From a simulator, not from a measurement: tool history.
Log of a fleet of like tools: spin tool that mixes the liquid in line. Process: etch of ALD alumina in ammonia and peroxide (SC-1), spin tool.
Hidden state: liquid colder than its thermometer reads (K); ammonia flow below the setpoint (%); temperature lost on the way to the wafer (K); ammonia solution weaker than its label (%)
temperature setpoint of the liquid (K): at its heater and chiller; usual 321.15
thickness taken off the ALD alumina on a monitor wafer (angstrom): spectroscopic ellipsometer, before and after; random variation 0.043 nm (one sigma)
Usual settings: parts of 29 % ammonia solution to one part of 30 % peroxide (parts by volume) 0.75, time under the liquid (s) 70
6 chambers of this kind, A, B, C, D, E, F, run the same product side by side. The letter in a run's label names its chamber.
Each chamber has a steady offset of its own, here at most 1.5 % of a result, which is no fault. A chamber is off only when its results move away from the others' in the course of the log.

run   hour  temperature setpoint of the liquid (K)  parts of 29 % ammonia solution to one part of 30 % peroxide (parts by volume)  time under the liquid (s)  hours since the thermometer was replaced  hours since the ammonia flow meter was replaced  hours since the heated supply line was repaired  hours since the drum of ammonia solution was connected  read-back film thickness of the ALD alumina reference wafer, read on the same gauge (nm)  thickness taken off the ALD alumina on a monitor wafer (angstrom)
 1E    5.2                                  321.15                                                                           0.75                         70                                     345.8                                           1703.7                                           1230.4                                                   509.5                                                                                    100.02                                                             55.743
 2C   12.3                                  321.15                                                                           0.75                         70                                    1343.2                                           1219.8                                           3235.5                                                   531.6                                                                                    99.991                                                             56.174
 3A   20.2                                  321.15                                                                           0.75                         70                                     354.9                                            211.7                                           3170.4                                                   433.1                                                                                       100                                                             56.659
      25.6  -- chamber E: new drum of ammonia solution connected
 4F   25.9                                  321.15                                                                           0.75                         70                                    1310.8                                            705.3                                           2516.8                                                   493.2                                                                                    100.01                                                              55.66
 5B   33.1                                  330.15                                                                           0.75                         70                                    1062.5                                            194.2                                            662.8                                                   106.9                                                                                    99.974                                                             89.136
      38.2  -- chamber C: heated supply line repaired
 6D   40.1                                  330.15                                                                           0.75                         70                                      97.4                                           1098.4                                           1476.5                                                   288.8                                                                                    100.03                                                             90.595
 7A   48.8                                  330.15                                                                           0.75                         70                                     383.5                                            240.3                                             3199                                                   461.7                                                                                    99.997                                                             92.194
 8B   55.8                                  330.15                                                                           0.75                         70                                    1085.2                                            216.9                                            685.5                                                   129.6                                                                                    99.989                                                             89.025
 9E   60.6                                  330.15                                                                           0.75                         70                                     401.2                                           1759.1                                           1285.8                                                    35.1                                                                                       100                                                             91.882
10D   65.6                                  330.15                                                                           0.75                         70                                     122.9                                           1123.9                                             1502                                                   314.3                                                                                    100.03                                                             90.846
11F   71.5                                  321.15                                                                           0.75                         70                                    1356.4                                            750.9                                           2562.4                                                   538.8                                                                                       100                                                             55.642
12C     80                                  321.15                                                                           0.75                         70                                    1410.9                                           1287.5                                             41.9                                                   599.3                                                                                    100.03                                                              56.48
13A   85.9                                  321.15                                                                           0.75                         45                                     420.6                                            277.4                                           3236.1                                                   498.8                                                                                    100.03                                                             36.354
14E   93.8                                  321.15                                                                           0.75                         45                                     434.4                                           1792.3                                             1319                                                    68.3                                                                                    99.984                                                             36.377
15C  102.5                                  321.15                                                                           0.75                         45                                    1433.4                                             1310                                             64.4                                                   621.8                                                                                    100.01                                                             35.735
16B  108.9                                  321.15                                                                           0.75                         45                                    1138.3                                              270                                            738.6                                                   182.7                                                                                    100.01                                                             34.497
17D  113.4                                  321.15                                                                           0.75                         45                                     170.7                                           1171.7                                           1549.8                                                   362.1                                                                                    99.989                                                             35.707
18F  119.3                                  321.15                                                                           0.75                         45                                    1404.2                                            798.7                                           2610.2                                                   586.6                                                                                    100.03                                                             35.905
19A  124.5                                  321.15                                                                           0.75                         70                                     459.2                                              316                                           3274.7                                                   537.4                                                                                    100.01                                                             56.466
20B  131.1                                  321.15                                                                           0.75                         70                                    1160.5                                            292.2                                            760.8                                                   204.9                                                                                    99.977                                                             53.228
     134.7  -- chamber D: heated supply line repaired
21D  137.9                                  321.15                                                                           0.75                         70                                     195.2                                           1196.2                                              3.2                                                   386.6                                                                                    99.995                                                             55.736
22C  146.3                                  321.15                                                                           0.75                         70                                    1477.2                                           1353.8                                            108.2                                                   665.6                                                                                       100                                                             55.376
23E  152.5                                  321.15                                                                           0.75                         70                                     493.1                                             1851                                           1377.7                                                     127                                                                                       100                                                             55.717
24F    161                                  321.15                                                                           0.75                         70                                    1445.9                                            840.4                                           2651.9                                                   628.3                                                                                    99.999                                                             56.115
     164.8  -- chamber C: ammonia flow meter replaced
25A  168.6                                  321.15                                                                           0.75                         70                                     503.3                                            360.1                                           3318.8                                                   581.5                                                                                     99.98                                                              56.57
26B  173.9                                  328.65                                                                            1.1                         70                                    1203.3                                              335                                            803.6                                                   247.7                                                                                       100                                                             81.392
     177.2  -- chamber A: thermometer replaced
27F  179.5                                  328.65                                                                            1.1                         70                                    1464.4                                            858.9                                           2670.4                                                   646.8                                                                                       100                                                             86.828
28E  186.6                                  328.65                                                                            1.1                         70                                     527.2                                           1885.1                                           1411.8                                                   161.1                                                                                    100.02                                                             88.099
29D  195.2                                  328.65                                                                            1.1                         70                                     252.5                                           1253.5                                             60.5                                                   443.9                                                                                    100.02                                                              86.42
30C  201.3                                  328.65                                                                            1.1                         70                                    1532.2                                             36.5                                            163.2                                                   720.6                                                                                       100                                                             87.186
31A  205.8                                  328.65                                                                            1.1                         70                                      28.6                                            397.3                                             3356                                                   618.7                                                                                    99.996                                                             89.099
     207.1  -- chamber C: thermometer replaced
32D  212.2                                  321.15                                                                           0.75                         70                                     269.5                                           1270.5                                             77.5                                                   460.9                                                                                    99.992                                                             55.781
33C  220.5                                  321.15                                                                           0.75                         70                                      13.4                                             55.7                                            182.4                                                   739.8                                                                                    99.992                                                             55.995
34E  225.9                                  321.15                                                                           0.75                         70                                     566.5                                           1924.4                                           1451.1                                                   200.4                                                                                    100.01                                                              55.98
35F  232.5                                  327.65                                                                           0.75                         70                                    1517.4                                            911.9                                           2723.4                                                   699.8                                                                                    99.981                                                             78.519
36B  239.4                                  327.65                                                                           0.75                         70                                    1268.8                                            400.5                                            869.1                                                   313.2                                                                                    100.01                                                             72.643
37D  247.3                                  327.65                                                                           0.75                         70                                     304.6                                           1305.6                                            112.6                                                     496                                                                                    99.987                                                             79.025
38B  251.5                                  327.65                                                                           0.75                         70                                    1280.9                                            412.6                                            881.2                                                   325.3                                                                                    100.01                                                             72.728

Is one chamber off against the others, does the gauge drift, or is nothing wrong? If a chamber is off, say which, and what the likeliest cause is.

Chamber B drifts away from the others.
Cause: liquid colder than its thermometer reads (K) = 1.61.
The log may not tell that from: temperature lost on the way to the wafer (K).

Here are 4 candidates for chamber B's next run, each the usual settings with a change, their results left as question marks. Which one brings its results back in line with what the others give on the usual settings?
In line means no further than this from the other chambers' mean on the usual settings: thickness taken off the ALD alumina on a monitor wafer (angstrom) 1.5
39B-1  257.8                                  325.15                                                                           0.75                         70                                                                                                                                                                                                                                                                                                                                                                ?
39B-2  257.8                                  323.15                                                                           0.75                         70                                                                                                                                                                                                                                                                                                                                                                ?
39B-3  257.8                                  317.15                                                                           0.75                         70                                                                                                                                                                                                                                                                                                                                                                ?
39B-4  257.8                                  320.65                                                                           0.75                         65                                                                                                                                                                                                                                                                                                                                                                ?

The other chambers' mean on the usual settings: thickness taken off the ALD alumina on a monitor wafer (angstrom) 56.002
  run  thickness taken off the ALD alumina on a monitor wafer (angstrom)
39B-1                                                             62.975
39B-2                                                             56.454
39B-3                                                             40.273
39B-4                                                             45.616
39B-2 brings the chamber back in line.
